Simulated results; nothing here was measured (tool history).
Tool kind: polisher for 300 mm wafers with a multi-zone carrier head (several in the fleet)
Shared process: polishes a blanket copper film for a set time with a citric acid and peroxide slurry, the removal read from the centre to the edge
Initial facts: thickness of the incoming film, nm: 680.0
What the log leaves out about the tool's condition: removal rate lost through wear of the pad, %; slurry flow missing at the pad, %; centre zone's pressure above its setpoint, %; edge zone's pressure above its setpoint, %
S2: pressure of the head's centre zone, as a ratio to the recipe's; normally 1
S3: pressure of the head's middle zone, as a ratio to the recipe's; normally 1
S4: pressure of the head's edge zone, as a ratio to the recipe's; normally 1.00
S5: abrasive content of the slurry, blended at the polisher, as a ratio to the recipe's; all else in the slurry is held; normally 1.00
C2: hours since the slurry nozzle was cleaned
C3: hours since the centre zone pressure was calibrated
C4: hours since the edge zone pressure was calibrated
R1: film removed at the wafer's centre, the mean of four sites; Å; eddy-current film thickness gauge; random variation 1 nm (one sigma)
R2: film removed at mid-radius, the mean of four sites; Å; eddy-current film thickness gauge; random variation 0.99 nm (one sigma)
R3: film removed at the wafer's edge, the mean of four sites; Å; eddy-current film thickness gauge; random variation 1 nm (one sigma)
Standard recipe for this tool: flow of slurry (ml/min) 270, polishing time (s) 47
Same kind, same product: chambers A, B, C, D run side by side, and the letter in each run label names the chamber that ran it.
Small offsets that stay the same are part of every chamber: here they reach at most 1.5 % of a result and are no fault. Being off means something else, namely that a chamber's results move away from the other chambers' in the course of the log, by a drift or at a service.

run 1D hour=10.2 | flow_of_slurry_(ml/min)=270 S2=1 S3=1 S4=1.00 S5=1.00 polishing_time_(s)=47 | wafers_polished_on_this_pad=145 C2=261.2 C3=841.4 C4=142.4 | R1=1019.40 R2=1007.70 R3=1012.60
run 2C hour=16.5 | flow_of_slurry_(ml/min)=270 S2=1 S3=1 S4=1.00 S5=1.00 polishing_time_(s)=47 | wafers_polished_on_this_pad=384 C2=58.8 C3=568.6 C4=61.2 | R1=1013.80 R2=1008.00 R3=1012.30
-- hour=24.9 chamber A: slurry nozzle cleaned
run 3B hour=28.4 | flow_of_slurry_(ml/min)=270 S2=1 S3=1 S4=1.00 S5=1.00 polishing_time_(s)=47 | wafers_polished_on_this_pad=591 C2=517.8 C3=330.7 C4=137.0 | R1=1016.90 R2=1017.70 R3=1011.20
run 4A hour=34.4 | flow_of_slurry_(ml/min)=270 S2=1 S3=1 S4=1.00 S5=1.00 polishing_time_(s)=47 | wafers_polished_on_this_pad=924 C2=9.5 C3=632.4 C4=223.7 | R1=1004.30 R2=1001.10 R3=1011.50
run 5B hour=45.8 | flow_of_slurry_(ml/min)=270 S2=1 S3=1 S4=0.94 S5=1.00 polishing_time_(s)=47 | wafers_polished_on_this_pad=757 C2=535.2 C3=348.1 C4=154.4 | R1=1017.60 R2=1003.40 R3=979.16
run 6C hour=54.4 | flow_of_slurry_(ml/min)=270 S2=1 S3=1 S4=0.94 S5=1.00 polishing_time_(s)=47 | wafers_polished_on_this_pad=747 C2=96.7 C3=606.5 C4=99.1 | R1=1009.00 R2=1000.70 R3=974.76
-- hour=56.1 chamber C: worn pad replaced by a new one
-- hour=58.6 chamber D: worn pad replaced by a new one
run 7A hour=61.3 | flow_of_slurry_(ml/min)=270 S2=1 S3=1 S4=0.94 S5=1.00 polishing_time_(s)=47 | wafers_polished_on_this_pad=1182 C2=36.4 C3=659.3 C4=250.6 | R1=1018.60 R2=1009.40 R3=964.43
run 8D hour=71.3 | flow_of_slurry_(ml/min)=270 S2=1 S3=1 S4=0.94 S5=1.00 polishing_time_(s)=47 | wafers_polished_on_this_pad=122 C2=322.3 C3=902.5 C4=203.5 | R1=1022.00 R2=997.41 R3=982.91
-- hour=75.8 chamber A: worn pad replaced by a new one
run 9D hour=82.4 | flow_of_slurry_(ml/min)=270 S2=1 S3=1 S4=1.00 S5=1.00 polishing_time_(s)=47 | wafers_polished_on_this_pad=228 C2=333.4 C3=913.6 C4=214.6 | R1=1012.80 R2=1010.80 R3=1006.10
run 10B hour=94.6 | flow_of_slurry_(ml/min)=270 S2=1 S3=1 S4=1.00 S5=1.00 polishing_time_(s)=47 | wafers_polished_on_this_pad=1225 C2=584.0 C3=396.9 C4=203.2 | R1=1022.80 R2=998.48 R3=1011.30
run 11C hour=100.7 | flow_of_slurry_(ml/min)=270 S2=1 S3=1 S4=1.00 S5=1.00 polishing_time_(s)=47 | wafers_polished_on_this_pad=427 C2=143.0 C3=652.8 C4=145.4 | R1=1016.60 R2=1015.60 R3=1011.10
-- hour=102.1 chamber C: centre zone pressure recalibrated
run 12A hour=106.5 | flow_of_slurry_(ml/min)=270 S2=1 S3=1 S4=1.05 S5=0.75 polishing_time_(s)=47 | wafers_polished_on_this_pad=294 C2=81.6 C3=704.5 C4=295.8 | R1=966.43 R2=934.96 R3=970.67
-- hour=109.4 chamber D: slurry nozzle cleaned
-- hour=119.6 chamber D: worn pad replaced by a new one
run 13C hour=119.8 | flow_of_slurry_(ml/min)=270 S2=1 S3=1 S4=1.05 S5=0.75 polishing_time_(s)=47 | wafers_polished_on_this_pad=610 C2=162.1 C3=17.8 C4=164.5 | R1=954.02 R2=939.66 R3=1002.40
-- hour=125.6 chamber C: worn pad replaced by a new one
run 14A hour=128.0 | flow_of_slurry_(ml/min)=270 S2=1 S3=1 S4=1.05 S5=0.75 polishing_time_(s)=47 | wafers_polished_on_this_pad=500 C2=103.1 C3=726.0 C4=317.3 | R1=956.45 R2=931.57 R3=949.94
-- hour=133.4 chamber B: slurry nozzle cleaned
run 15D hour=136.9 | flow_of_slurry_(ml/min)=270 S2=1 S3=1 S4=1.05 S5=0.75 polishing_time_(s)=47 | wafers_polished_on_this_pad=166 C2=27.6 C3=968.1 C4=269.1 | R1=951.02 R2=948.22 R3=962.09
run 16B hour=142.8 | flow_of_slurry_(ml/min)=270 S2=1 S3=1 S4=1.00 S5=1.00 polishing_time_(s)=47 | wafers_polished_on_this_pad=1687 C2=9.4 C3=445.1 C4=251.4 | R1=1000.20 R2=973.45 R3=989.68
run 17C hour=149.5 | flow_of_slurry_(ml/min)=270 S2=1 S3=1 S4=1.00 S5=1.00 polishing_time_(s)=47 | wafers_polished_on_this_pad=229 C2=191.8 C3=47.5 C4=194.2 | R1=1007.50 R2=996.38 R3=1026.90
run 18B hour=162.8 | flow_of_slurry_(ml/min)=270 S2=1 S3=1 S4=1.00 S5=1.00 polishing_time_(s)=47 | wafers_polished_on_this_pad=1878 C2=29.4 C3=465.1 C4=271.4 | R1=967.06 R2=969.04 R3=991.76
run 19A hour=174.3 | flow_of_slurry_(ml/min)=270 S2=1 S3=1 S4=1.00 S5=1.00 polishing_time_(s)=47 | wafers_polished_on_this_pad=944 C2=149.4 C3=772.3 C4=363.6 | R1=999.49 R2=996.54 R3=1025.60
run 20D hour=182.1 | flow_of_slurry_(ml/min)=270 S2=1 S3=1 S4=1.00 S5=1.00 polishing_time_(s)=47 | wafers_polished_on_this_pad=599 C2=72.8 C3=1013.3 C4=314.3 | R1=1007.00 R2=1024.40 R3=1008.80
-- hour=183.7 chamber D: worn pad replaced by a new one
-- hour=194.5 chamber A: worn pad replaced by a new one
run 21B hour=194.6 | flow_of_slurry_(ml/min)=270 S2=1 S3=1 S4=1.00 S5=1.00 polishing_time_(s)=47 | wafers_polished_on_this_pad=2183 C2=61.2 C3=496.9 C4=303.2 | R1=972.80 R2=983.12 R3=970.53
-- hour=196.0 chamber C: worn pad replaced by a new one
run 22A hour=204.0 | flow_of_slurry_(ml/min)=270 S2=1 S3=1 S4=1.00 S5=1.00 polishing_time_(s)=47 | wafers_polished_on_this_pad=91 C2=179.1 C3=802.0 C4=393.3 | R1=992.37 R2=997.22 R3=994.51
run 23C hour=211.3 | flow_of_slurry_(ml/min)=270 S2=1 S3=1 S4=1.00 S5=1.00 polishing_time_(s)=47 | wafers_polished_on_this_pad=147 C2=253.6 C3=109.3 C4=256.0 | R1=1009.00 R2=998.74 R3=1013.50
-- hour=213.5 chamber D: edge zone pressure recalibrated
-- hour=216.8 chamber D: centre zone pressure recalibrated
run 24D hour=222.8 | flow_of_slurry_(ml/min)=270 S2=1 S3=1 S4=1.00 S5=1.00 polishing_time_(s)=47 | wafers_polished_on_this_pad=374 C2=113.5 C3=6.1 C4=9.3 | R1=1026.30 R2=1018.30 R3=1012.80

Is one chamber out of step, is the gauge drifting, or do the chambers differ by no more than their own small offsets? For an off chamber, give its letter and the likeliest cause.

Little by little, chamber B moves away from the other chambers.
Likeliest cause: removal rate lost through wear of the pad, % = 5.32.

Which of the 4 candidates below, each the usual settings with something changed and its results left as question marks, puts chamber B back in line with what the other chambers give on the usual settings?
To be in line, a result may differ from the other chambers' mean on the usual settings by at most: R1 35.00 Å; R2 35.00 Å; R3 35.00 Å
run 25B-1 hour=232.4 | flow_of_slurry_(ml/min)=270 S2=1.00 S3=1.00 S4=0.99 S5=1.00 polishing_time_(s)=45 | R1=? R2=? R3=?
run 25B-2 hour=232.4 | flow_of_slurry_(ml/min)=270 S2=1.01 S3=1.01 S4=0.99 S5=1.00 polishing_time_(s)=42 | R1=? R2=? R3=?
run 25B-3 hour=232.4 | flow_of_slurry_(ml/min)=270 S2=1.00 S3=1.00 S4=1.01 S5=1.00 polishing_time_(s)=49 | R1=? R2=? R3=?
run 25B-4 hour=232.4 | flow_of_slurry_(ml/min)=270 S2=0.99 S3=0.99 S4=1.01 S5=1.00 polishing_time_(s)=52 | R1=? R2=? R3=?

The mean the other chambers reach with the usual settings: R1 1011.50 Å; R2 1005.10 Å; R3 1011.10 Å
run=25B-1 R1=919.87 R2=916.11 R3=912.45
run=25B-2 R1=868.15 R2=862.71 R3=851.50
run=25B-3 R1=1001.60 R2=997.51 R3=1004.00
run=25B-4 R1=1051.10 R2=1049.10 R3=1065.60
The right change is 25B-3: it brings the chamber back within the allowed miss of the others.

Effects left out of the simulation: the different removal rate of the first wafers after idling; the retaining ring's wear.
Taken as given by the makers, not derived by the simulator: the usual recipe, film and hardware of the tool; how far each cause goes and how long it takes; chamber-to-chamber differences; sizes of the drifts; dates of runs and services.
